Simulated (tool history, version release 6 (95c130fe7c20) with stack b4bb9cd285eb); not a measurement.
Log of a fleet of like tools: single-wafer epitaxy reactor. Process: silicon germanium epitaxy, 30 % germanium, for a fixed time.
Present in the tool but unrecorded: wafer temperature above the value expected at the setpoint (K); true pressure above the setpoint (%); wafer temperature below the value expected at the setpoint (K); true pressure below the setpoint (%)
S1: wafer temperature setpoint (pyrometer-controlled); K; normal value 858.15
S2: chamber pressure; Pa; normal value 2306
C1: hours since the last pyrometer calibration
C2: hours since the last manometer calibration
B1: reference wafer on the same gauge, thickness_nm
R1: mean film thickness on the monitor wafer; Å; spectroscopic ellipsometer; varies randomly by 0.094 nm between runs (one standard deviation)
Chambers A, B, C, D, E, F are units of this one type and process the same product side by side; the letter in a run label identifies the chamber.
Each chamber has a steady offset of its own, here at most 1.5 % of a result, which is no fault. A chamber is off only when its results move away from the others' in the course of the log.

| run | hour | S1 | S2 | C1 | C2 | B1 | R1 |
|---|---|---|---|---|---|---|---|
| 1F | 8 | 858.15 | 2306 | 836.9 | 485.4 | 34.907 | 420.28 |
| 2A | 23.6 | 858.15 | 2306 | 86.7 | 415.8 | 34.899 | 423.87 |
| 3C | 34.2 | 858.15 | 2306 | 788.7 | 186.4 | 34.899 | 420.62 |
| 4E | 44.8 | 858.15 | 2306 | 2129.2 | 725.8 | 34.904 | 425.06 |
| 5B | 55.7 | 858.15 | 2306 | 1073.1 | 933.9 | 34.906 | 418.4 |
| 6D | 71.3 | 868.15 | 2653 | 1500.7 | 534.8 | 34.917 | 543.94 |
| 7B | 81.1 | 868.15 | 2653 | 1098.5 | 959.3 | 34.892 | 534.75 |
| 8C | 89.8 | 868.15 | 2653 | 844.3 | 242 | 34.893 | 538.78 |
| 9D | 97.9 | 868.15 | 2653 | 1527.3 | 561.4 | 34.912 | 543.98 |
| 10E | 112 | 868.15 | 2653 | 2196.4 | 793 | 34.897 | 539.37 |
| 11F | 120.8 | 868.15 | 2653 | 949.7 | 598.2 | 34.899 | 532.57 |
| 12A | 134.7 | 858.15 | 2306 | 197.8 | 526.9 | 34.897 | 425.37 |
| 13E | 149.1 | 858.15 | 2306 | 2233.5 | 830.1 | 34.916 | 426.71 |
| 14C | 161.1 | 858.15 | 2306 | 915.6 | 313.3 | 34.903 | 422.53 |
| 15F | 176.3 | 858.15 | 2306 | 1005.2 | 653.7 | 34.88 | 420.46 |
| 16D | 185.2 | 864.15 | 1827 | 1614.6 | 648.7 | 34.904 | 434.99 |
| 17B | 194.8 | 864.15 | 1827 | 1212.2 | 1073 | 34.911 | 426.67 |
| 18A | 202.7 | 864.15 | 1827 | 265.8 | 594.9 | 34.905 | 432.05 |
| 19B | 211.1 | 864.15 | 1827 | 1228.5 | 1089.3 | 34.912 | 424.61 |
| 20A | 224.7 | 864.15 | 1827 | 287.8 | 616.9 | 34.905 | 431.02 |
| 21D | 239.1 | 864.15 | 1827 | 1668.5 | 702.6 | 34.882 | 435.32 |
| 22E | 248.2 | 858.15 | 2306 | 2332.6 | 929.2 | 34.891 | 423.58 |
| 23F | 255.8 | 858.15 | 2306 | 1084.7 | 733.2 | 34.905 | 419.1 |
| 24C | 272 | 858.15 | 2306 | 1026.5 | 424.2 | 34.894 | 421.17 |
| 25F | 283.9 | 858.15 | 2306 | 1112.8 | 761.3 | 34.913 | 418.52 |
| 26C | 297 | 858.15 | 2306 | 1051.5 | 449.2 | 34.875 | 421.79 |
|  | 300.8 | chamber E: pyrometer calibrated |
| 27D | 309.8 | 858.15 | 2306 | 1739.2 | 773.3 | 34.902 | 425.12 |
| 28B | 321.9 | 853.15 | 1986 | 1339.3 | 1200.1 | 34.914 | 354.14 |
| 29A | 334.8 | 853.15 | 1986 | 397.9 | 727 | 34.896 | 362.19 |
| 30E | 343.7 | 853.15 | 1986 | 42.9 | 1024.7 | 34.888 | 363.98 |
| 31B | 356.4 | 853.15 | 1986 | 1373.8 | 1234.6 | 34.888 | 354.03 |
| 32C | 370 | 853.15 | 1986 | 1124.5 | 522.2 | 34.901 | 360.11 |
| 33A | 379.8 | 853.15 | 1986 | 442.9 | 772 | 34.898 | 363.97 |
| 34D | 388 | 858.15 | 2306 | 1817.4 | 851.5 | 34.904 | 425.87 |
| 35F | 398.6 | 858.15 | 2306 | 1227.5 | 876 | 34.906 | 418.91 |
| 36E | 405.7 | 858.15 | 2306 | 104.9 | 1086.7 | 34.92 | 425.64 |

Has any chamber moved away from the others, gradually or after a service, or does the common gauge drift, or do the chambers differ only by their own small steady offsets? State the chamber and the most likely cause if one applies.

It is chamber B that slowly wanders off from its peers.
Most likely cause: true pressure below the setpoint (%) = 4.79.
The log might look much the same if the cause were instead: wafer temperature below the value expected at the setpoint (K).

Which of the 4 candidates below, each the usual settings with something changed and its results left as question marks, puts chamber B back in line with what the other chambers give on the usual settings?
To be in line, a result may differ from the other chambers' mean on the usual settings by at most: R1 3.4 Å
| 37B-1 | 417.5 | 858.15 | 2360 |  |  |  | ? |
| 37B-2 | 417.5 | 858.15 | 2466 |  |  |  | ? |
| 37B-3 | 417.5 | 858.15 | 2253 |  |  |  | ? |
| 37B-4 | 417.5 | 858.15 | 2146 |  |  |  | ? |

Mean of the other chambers on the usual settings: R1 423.05 Å
| run | R1 |
|---|---|
| 37B-1 | 415.87 |
| 37B-2 | 423.18 |
| 37B-3 | 408.35 |
| 37B-4 | 400.63 |
The right change is 37B-2: it brings the chamber back within the allowed miss of the others.
